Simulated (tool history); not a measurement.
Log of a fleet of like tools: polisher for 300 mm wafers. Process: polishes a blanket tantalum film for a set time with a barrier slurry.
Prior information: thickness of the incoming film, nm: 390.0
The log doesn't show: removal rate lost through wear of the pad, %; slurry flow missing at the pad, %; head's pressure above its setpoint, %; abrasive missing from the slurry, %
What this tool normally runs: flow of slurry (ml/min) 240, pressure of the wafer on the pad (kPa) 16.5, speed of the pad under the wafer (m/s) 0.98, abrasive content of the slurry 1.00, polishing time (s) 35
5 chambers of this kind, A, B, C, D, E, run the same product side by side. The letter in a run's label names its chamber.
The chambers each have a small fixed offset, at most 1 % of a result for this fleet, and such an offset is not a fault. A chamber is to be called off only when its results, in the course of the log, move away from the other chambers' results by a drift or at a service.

run   hour  flow of slurry (ml/min)  pressure of the wafer on the pad (kPa)  speed of the pad under the wafer (m/s)  abrasive content of the slurry  polishing time (s)  wafers polished on this pad  hours since the slurry nozzle was cleaned  hours since the head pressure was calibrated  hours since the slurry blender was calibrated  film removed (Å)
       1.4  -- chamber C: slurry blender recalibrated
       1.7  -- chamber D: worn pad replaced by a new one
       2.4  -- chamber E: slurry blender recalibrated
 1D    8.8                      240                                    16.5                                    0.98                            1.00                  35                           53                                      194.2                                         506.5                                          145.3            649.36
 2E   17.1                      240                                    16.5                                    0.98                            1.00                  35                         1010                                      191.2                                         710.8                                           14.8            654.29
      23.0  -- chamber E: worn pad replaced by a new one
 3C   24.4                      240                                    16.5                                    0.98                            1.00                  35                          309                                      114.8                                         623.2                                           23.1            654.93
      32.3  -- chamber A: worn pad replaced by a new one
 4A   38.3                      240                                    16.5                                    0.98                            1.00                  35                           44                                      212.4                                         448.9                                           54.9            647.64
 5B   50.7                      240                                    16.5                                    0.98                            1.00                  35                          554                                       93.4                                         442.1                                           76.3            653.38
      57.6  -- chamber D: slurry blender recalibrated
 6B   61.5                      240                                    16.5                                    0.98                            1.00                  35                          634                                      104.2                                         452.9                                           87.1            656.63
 7C   69.2                      240                                    16.5                                    0.98                            1.00                  35                          643                                      159.6                                         668.0                                           67.9            643.47
 8A   83.0                      240                                    16.5                                    0.98                            1.00                  35                          377                                      257.1                                         493.6                                           99.6            656.10
 9E   92.6                      240                                    16.5                                    0.98                            1.00                  35                          518                                      266.7                                         786.3                                           90.3            652.46
10D  105.2                      240                                    16.5                                    0.98                            1.00                  35                          771                                      290.6                                         602.9                                           47.6            653.52
     107.8  -- chamber A: slurry blender recalibrated
     108.2  -- chamber B: worn pad replaced by a new one
11C  116.9                      240                                    16.5                                    0.98                            1.00                  35                          998                                      207.3                                         715.7                                          115.6            642.58
     119.3  -- chamber C: slurry blender recalibrated
     125.8  -- chamber C: worn pad replaced by a new one
12A  126.3                      240                                    16.5                                    0.98                            1.00                  35                          700                                      300.4                                         536.9                                           18.5            655.67
     127.6  -- chamber E: slurry nozzle cleaned
13B  139.5                      240                                    16.5                                    0.98                            1.15                  35                          233                                      182.2                                         530.9                                          165.1            674.10
     151.4  -- chamber E: worn pad replaced by a new one
14D  155.2                      240                                    16.5                                    0.98                            1.15                  35                         1143                                      340.6                                         652.9                                           97.6            680.18
     160.3  -- chamber E: slurry blender recalibrated
     162.1  -- chamber C: slurry nozzle cleaned
15E  169.4                      240                                    16.5                                    0.98                            1.15                  35                          134                                       41.8                                         863.1                                            9.1            687.79
16E  181.7                      240                                    16.5                                    0.98                            1.15                  35                          225                                       54.1                                         875.4                                           21.4            687.70
     184.8  -- chamber D: worn pad replaced by a new one
17B  188.9                      240                                    16.5                                    0.98                            1.15                  35                          601                                      231.6                                         580.3                                          214.5            675.49
18C  199.3                      240                                    16.5                                    0.98                            1.00                  35                          547                                       37.2                                         798.1                                           80.0            648.67
     209.5  -- chamber E: head pressure recalibrated
19D  215.6                      240                                    21.4                                    0.98                            1.25                  35                          229                                      401.0                                         713.3                                          158.0            892.45
     225.1  -- chamber D: slurry nozzle cleaned
20A  225.3                      240                                    21.4                                    0.98                            1.25                  35                         1437                                      399.4                                         635.9                                          117.5            893.97
     226.7  -- chamber C: slurry blender recalibrated
     227.0  -- chamber A: worn pad replaced by a new one
21E  233.3                      240                                    21.4                                    0.98                            1.25                  35                          610                                      105.7                                          23.9                                           73.0            930.97
     234.7  -- chamber D: slurry blender recalibrated
     244.8  -- chamber B: worn pad replaced by a new one
22C  247.5                      240                                    21.4                                    0.98                            1.25                  35                          906                                       85.4                                         846.3                                           20.9            898.31
     247.9  -- chamber B: head pressure recalibrated
     253.6  -- chamber A: slurry nozzle cleaned
     258.3  -- chamber A: slurry blender recalibrated
23B  258.4                      240                                    21.4                                    0.98                            1.25                  35                          101                                      301.1                                          10.6                                          284.0            897.91
     264.3  -- chamber C: worn pad replaced by a new one
24D  266.2                      240                                    16.5                                    0.98                            1.00                  35                          606                                       41.2                                         763.9                                           31.5            654.83
25A  279.0                      240                                    16.5                                    0.98                            1.00                  35                          387                                       25.5                                         689.6                                           20.8            647.20
26B  292.9                      240                                    13.8                                    0.98                            1.00                  35                          358                                      335.6                                          45.1                                          318.5            539.91
     294.2  -- chamber E: worn pad replaced by a new one
27E  302.7                      240                                    13.8                                    0.98                            1.00                  35                           63                                      175.1                                          93.3                                          142.4            571.76
     308.7  -- chamber E: slurry blender recalibrated
28D  314.5                      240                                    13.8                                    0.98                            1.00                  35                          966                                       89.5                                         812.2                                           79.8            537.39
     318.8  -- chamber C: slurry blender recalibrated
29C  329.5                      240                                    13.8                                    0.98                            1.00                  35                          485                                      167.4                                         928.3                                           10.7            541.52
30A  336.6                      240                                    13.8                                    0.98                            1.00                  35                          816                                       83.1                                         747.2                                           78.4            542.42
31D  347.3                      240                                    16.5                                    0.98                            1.00                  35                         1210                                      122.3                                         845.0                                          112.6            648.99
     355.0  -- chamber B: slurry blender recalibrated
     355.7  -- chamber B: slurry nozzle cleaned
32E  360.5                      240                                    16.5                                    0.98                            1.00                  35                          494                                      232.9                                         151.1                                           51.8            690.08
33A  371.5                      240                                    16.5                                    0.74                            0.85                  35                         1076                                      118.0                                         782.1                                          113.3            471.49
     376.8  -- chamber B: worn pad replaced by a new one
34C  383.5                      240                                    16.5                                    0.74                            0.85                  35                          887                                      221.4                                         982.3                                           64.7            462.74
35B  394.6                      240                                    16.5                                    0.74                            0.85                  35                          132                                       38.9                                         146.8                                           39.7            464.12

Next, every chamber runs the same settings. What will each give?
36A  406.4                      240                                    16.5                                    0.98                            1.00                  35                                                                                                                                                                                      ?
36B  406.4                      240                                    16.5                                    0.98                            1.00                  35                                                                                                                                                                                      ?
36C  406.4                      240                                    16.5                                    0.98                            1.00                  35                                                                                                                                                                                      ?
36D  406.4                      240                                    16.5                                    0.98                            1.00                  35                                                                                                                                                                                      ?
36E  406.4                      240                                    16.5                                    0.98                            1.00                  35                                                                                                                                                                                      ?

run  film removed (Å)
36A            648.50
36B            641.55
36C            638.81
36D            654.01
36E            686.84
